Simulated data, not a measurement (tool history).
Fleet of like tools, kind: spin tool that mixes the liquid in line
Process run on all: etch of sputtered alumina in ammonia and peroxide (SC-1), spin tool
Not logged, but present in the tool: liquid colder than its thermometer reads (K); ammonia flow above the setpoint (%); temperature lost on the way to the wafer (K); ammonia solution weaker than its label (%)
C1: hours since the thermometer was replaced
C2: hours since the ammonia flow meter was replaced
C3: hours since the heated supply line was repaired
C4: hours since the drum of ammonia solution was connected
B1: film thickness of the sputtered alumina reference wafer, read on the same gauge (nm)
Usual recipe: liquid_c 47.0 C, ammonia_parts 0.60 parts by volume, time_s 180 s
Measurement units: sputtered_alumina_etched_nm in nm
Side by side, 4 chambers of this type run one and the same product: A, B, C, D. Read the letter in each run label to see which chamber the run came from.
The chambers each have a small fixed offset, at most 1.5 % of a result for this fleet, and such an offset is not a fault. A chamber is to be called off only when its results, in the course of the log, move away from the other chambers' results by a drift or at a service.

{"run": "1B", "hour": 6.4, "liquid_c": 47.0, "ammonia_parts": 0.6, "time_s": 180, "C1": 420.2, "C2": 945.5, "C3": 1690.0, "C4": 763.2, "B1": 80.02, "sputtered_alumina_etched_nm": 5.4102}
{"run": "2C", "hour": 15.0, "liquid_c": 47.0, "ammonia_parts": 0.6, "time_s": 180, "C1": 702.8, "C2": 146.4, "C3": 1809.0, "C4": 257.1, "B1": 80.029, "sputtered_alumina_etched_nm": 5.4506}
{"run": "3D", "hour": 23.4, "liquid_c": 47.0, "ammonia_parts": 0.6, "time_s": 180, "C1": 1762.0, "C2": 1910.6, "C3": 716.1, "C4": 882.7, "B1": 79.991, "sputtered_alumina_etched_nm": 5.3158}
{"run": "4A", "hour": 33.8, "liquid_c": 47.0, "ammonia_parts": 0.6, "time_s": 180, "C1": 1728.6, "C2": 349.4, "C3": 400.4, "C4": 245.7, "B1": 79.989, "sputtered_alumina_etched_nm": 5.3544}
{"run": "5C", "hour": 39.2, "liquid_c": 47.0, "ammonia_parts": 0.6, "time_s": 180, "C1": 727.0, "C2": 170.6, "C3": 1833.2, "C4": 281.3, "B1": 80.031, "sputtered_alumina_etched_nm": 5.4115}
{"run": "6B", "hour": 50.2, "liquid_c": 47.0, "ammonia_parts": 0.6, "time_s": 180, "C1": 464.0, "C2": 989.3, "C3": 1733.8, "C4": 807.0, "B1": 80.003, "sputtered_alumina_etched_nm": 5.5089}
{"run": "7D", "hour": 61.5, "liquid_c": 47.0, "ammonia_parts": 0.6, "time_s": 180, "C1": 1800.1, "C2": 1948.7, "C3": 754.2, "C4": 920.8, "B1": 80.029, "sputtered_alumina_etched_nm": 5.3878}
{"run": "8A", "hour": 69.7, "liquid_c": 47.0, "ammonia_parts": 0.6, "time_s": 180, "C1": 1764.5, "C2": 385.3, "C3": 436.3, "C4": 281.6, "B1": 79.991, "sputtered_alumina_etched_nm": 5.4537}
{"run": "9D", "hour": 76.0, "liquid_c": 47.0, "ammonia_parts": 0.6, "time_s": 180, "C1": 1814.6, "C2": 1963.2, "C3": 768.7, "C4": 935.3, "B1": 79.988, "sputtered_alumina_etched_nm": 5.4102}
{"run": "10C", "hour": 84.5, "liquid_c": 47.0, "ammonia_parts": 0.6, "time_s": 180, "C1": 772.3, "C2": 215.9, "C3": 1878.5, "C4": 326.6, "B1": 80.006, "sputtered_alumina_etched_nm": 5.4966}
{"run": "11A", "hour": 94.8, "liquid_c": 47.0, "ammonia_parts": 0.6, "time_s": 180, "C1": 1789.6, "C2": 410.4, "C3": 461.4, "C4": 306.7, "B1": 80.048, "sputtered_alumina_etched_nm": 5.4162}
{"hour": 103.5, "done": "chamber D: ammonia flow meter replaced"}
{"run": "12B", "hour": 104.0, "liquid_c": 47.0, "ammonia_parts": 0.6, "time_s": 180, "C1": 517.8, "C2": 1043.1, "C3": 1787.6, "C4": 860.8, "B1": 79.968, "sputtered_alumina_etched_nm": 5.4039}
{"run": "13D", "hour": 114.6, "liquid_c": 47.0, "ammonia_parts": 0.6, "time_s": 180, "C1": 1853.2, "C2": 11.2, "C3": 807.3, "C4": 973.9, "B1": 80.0, "sputtered_alumina_etched_nm": 5.4033}
{"run": "14C", "hour": 124.6, "liquid_c": 47.0, "ammonia_parts": 0.6, "time_s": 180, "C1": 812.4, "C2": 256.0, "C3": 1918.6, "C4": 366.7, "B1": 80.012, "sputtered_alumina_etched_nm": 5.4499}
{"hour": 130.0, "done": "chamber D: thermometer replaced"}
{"run": "15A", "hour": 135.5, "liquid_c": 47.0, "ammonia_parts": 0.3, "time_s": 125, "C1": 1830.3, "C2": 451.1, "C3": 502.1, "C4": 347.4, "B1": 79.951, "sputtered_alumina_etched_nm": 3.4736}
{"hour": 143.2, "done": "chamber C: new drum of ammonia solution connected"}
{"run": "16B", "hour": 146.6, "liquid_c": 47.0, "ammonia_parts": 0.3, "time_s": 125, "C1": 560.4, "C2": 1085.7, "C3": 1830.2, "C4": 903.4, "B1": 80.007, "sputtered_alumina_etched_nm": 3.4561}
{"run": "17B", "hour": 152.9, "liquid_c": 47.0, "ammonia_parts": 0.3, "time_s": 125, "C1": 566.7, "C2": 1092.0, "C3": 1836.5, "C4": 909.7, "B1": 79.956, "sputtered_alumina_etched_nm": 3.4271}
{"run": "18D", "hour": 160.5, "liquid_c": 47.0, "ammonia_parts": 0.3, "time_s": 125, "C1": 30.5, "C2": 57.1, "C3": 853.2, "C4": 1019.8, "B1": 80.041, "sputtered_alumina_etched_nm": 3.4702}
{"run": "19C", "hour": 169.6, "liquid_c": 47.0, "ammonia_parts": 0.6, "time_s": 120, "C1": 857.4, "C2": 301.0, "C3": 1963.6, "C4": 26.4, "B1": 79.997, "sputtered_alumina_etched_nm": 3.6429}
{"run": "20A", "hour": 180.9, "liquid_c": 47.0, "ammonia_parts": 0.6, "time_s": 120, "C1": 1875.7, "C2": 496.5, "C3": 547.5, "C4": 392.8, "B1": 80.011, "sputtered_alumina_etched_nm": 3.5898}
{"run": "21C", "hour": 186.6, "liquid_c": 47.0, "ammonia_parts": 0.6, "time_s": 120, "C1": 874.4, "C2": 318.0, "C3": 1980.6, "C4": 43.4, "B1": 79.988, "sputtered_alumina_etched_nm": 3.6972}
{"run": "22A", "hour": 197.4, "liquid_c": 47.0, "ammonia_parts": 0.6, "time_s": 120, "C1": 1892.2, "C2": 513.0, "C3": 564.0, "C4": 409.3, "B1": 79.984, "sputtered_alumina_etched_nm": 3.6224}
{"run": "23D", "hour": 208.0, "liquid_c": 47.0, "ammonia_parts": 0.6, "time_s": 180, "C1": 78.0, "C2": 104.6, "C3": 900.7, "C4": 1067.3, "B1": 80.02, "sputtered_alumina_etched_nm": 5.3783}
{"hour": 213.9, "done": "chamber D: new drum of ammonia solution connected"}
{"run": "24B", "hour": 216.5, "liquid_c": 40.5, "ammonia_parts": 0.6, "time_s": 285, "C1": 630.3, "C2": 1155.6, "C3": 1900.1, "C4": 973.3, "B1": 80.057, "sputtered_alumina_etched_nm": 5.8066}
{"run": "25A", "hour": 222.2, "liquid_c": 40.5, "ammonia_parts": 0.6, "time_s": 285, "C1": 1917.0, "C2": 537.8, "C3": 588.8, "C4": 434.1, "B1": 79.998, "sputtered_alumina_etched_nm": 5.8371}
{"run": "26C", "hour": 229.1, "liquid_c": 40.5, "ammonia_parts": 0.6, "time_s": 285, "C1": 916.9, "C2": 360.5, "C3": 2023.1, "C4": 85.9, "B1": 79.989, "sputtered_alumina_etched_nm": 5.9486}
{"hour": 231.6, "done": "chamber B: new drum of ammonia solution connected"}
{"run": "27B", "hour": 234.6, "liquid_c": 40.5, "ammonia_parts": 0.6, "time_s": 285, "C1": 648.4, "C2": 1173.7, "C3": 1918.2, "C4": 3.0, "B1": 80.003, "sputtered_alumina_etched_nm": 5.6224}
{"run": "28D", "hour": 241.9, "liquid_c": 47.0, "ammonia_parts": 0.6, "time_s": 180, "C1": 111.9, "C2": 138.5, "C3": 934.6, "C4": 28.0, "B1": 79.985, "sputtered_alumina_etched_nm": 5.3236}
{"run": "29A", "hour": 247.9, "liquid_c": 47.0, "ammonia_parts": 0.6, "time_s": 180, "C1": 1942.7, "C2": 563.5, "C3": 614.5, "C4": 459.8, "B1": 80.008, "sputtered_alumina_etched_nm": 5.3043}
{"hour": 249.9, "done": "chamber C: ammonia flow meter replaced"}
{"run": "30D", "hour": 256.7, "liquid_c": 47.0, "ammonia_parts": 0.6, "time_s": 180, "C1": 126.7, "C2": 153.3, "C3": 949.4, "C4": 42.8, "B1": 80.008, "sputtered_alumina_etched_nm": 5.3291}
{"run": "31C", "hour": 267.5, "liquid_c": 43.5, "ammonia_parts": 0.6, "time_s": 270, "C1": 955.3, "C2": 17.6, "C3": 2061.5, "C4": 124.3, "B1": 80.017, "sputtered_alumina_etched_nm": 6.718}
{"run": "32B", "hour": 275.3, "liquid_c": 43.5, "ammonia_parts": 0.6, "time_s": 270, "C1": 689.1, "C2": 1214.4, "C3": 1958.9, "C4": 43.7, "B1": 80.01, "sputtered_alumina_etched_nm": 6.1967}
{"run": "33A", "hour": 286.7, "liquid_c": 43.5, "ammonia_parts": 0.6, "time_s": 270, "C1": 1981.5, "C2": 602.3, "C3": 653.3, "C4": 498.6, "B1": 79.983, "sputtered_alumina_etched_nm": 6.5509}
{"run": "34C", "hour": 295.6, "liquid_c": 43.5, "ammonia_parts": 0.6, "time_s": 270, "C1": 983.4, "C2": 45.7, "C3": 2089.6, "C4": 152.4, "B1": 79.967, "sputtered_alumina_etched_nm": 6.6305}
{"run": "35B", "hour": 305.5, "liquid_c": 47.0, "ammonia_parts": 0.6, "time_s": 255, "C1": 719.3, "C2": 1244.6, "C3": 1989.1, "C4": 73.9, "B1": 80.0, "sputtered_alumina_etched_nm": 7.2026}
{"run": "36D", "hour": 312.3, "liquid_c": 47.0, "ammonia_parts": 0.6, "time_s": 255, "C1": 182.3, "C2": 208.9, "C3": 1005.0, "C4": 98.4, "B1": 80.041, "sputtered_alumina_etched_nm": 7.5702}
{"run": "37C", "hour": 318.6, "liquid_c": 47.0, "ammonia_parts": 0.6, "time_s": 255, "C1": 1006.4, "C2": 68.7, "C3": 2112.6, "C4": 175.4, "B1": 79.985, "sputtered_alumina_etched_nm": 7.729}
{"run": "38A", "hour": 329.8, "liquid_c": 47.0, "ammonia_parts": 0.6, "time_s": 255, "C1": 2024.6, "C2": 645.4, "C3": 696.4, "C4": 541.7, "B1": 80.01, "sputtered_alumina_etched_nm": 7.4899}
{"hour": 334.9, "done": "chamber B: thermometer replaced"}
{"run": "39D", "hour": 337.4, "liquid_c": 56.0, "ammonia_parts": 0.35, "time_s": 180, "C1": 207.4, "C2": 234.0, "C3": 1030.1, "C4": 123.5, "B1": 80.002, "sputtered_alumina_etched_nm": 8.3837}
{"run": "40B", "hour": 346.0, "liquid_c": 56.0, "ammonia_parts": 0.35, "time_s": 180, "C1": 11.1, "C2": 1285.1, "C3": 2029.6, "C4": 114.4, "B1": 79.998, "sputtered_alumina_etched_nm": 7.8388}

Read the log: is a single chamber off, either drifting away or since a service, is the gauge that measures every chamber drifting, or is nothing wrong beyond small per-chamber offsets? Name any odd chamber and what most likely caused it.

Little by little, chamber B moves away from the other chambers.
Most likely cause: temperature lost on the way to the wafer (K) = 1.56.

Which of the 4 candidates below, each the usual settings with something changed and its results left as question marks, puts chamber B back in line with what the other chambers give on the usual settings?
Allowed miss from the other chambers' usual-settings mean, per result, to count as in line: sputtered_alumina_etched_nm 0.1600 nm
{"run": "41B-1", "hour": 354.1, "liquid_c": 47.5, "ammonia_parts": 0.6, "time_s": 180, "sputtered_alumina_etched_nm": "?"}
{"run": "41B-2", "hour": 354.1, "liquid_c": 46.5, "ammonia_parts": 0.6, "time_s": 170, "sputtered_alumina_etched_nm": "?"}
{"run": "41B-3", "hour": 354.1, "liquid_c": 47.0, "ammonia_parts": 0.6, "time_s": 175, "sputtered_alumina_etched_nm": "?"}
{"run": "41B-4", "hour": 354.1, "liquid_c": 47.5, "ammonia_parts": 0.6, "time_s": 190, "sputtered_alumina_etched_nm": "?"}

Mean of the other chambers on the usual settings: sputtered_alumina_etched_nm 5.4029 nm
run=41B-1 sputtered_alumina_etched_nm=5.0853
run=41B-2 sputtered_alumina_etched_nm=4.5325
run=41B-3 sputtered_alumina_etched_nm=4.8032
run=41B-4 sputtered_alumina_etched_nm=5.3679
Change 41B-4 lands the chamber within the allowed miss of the other chambers.
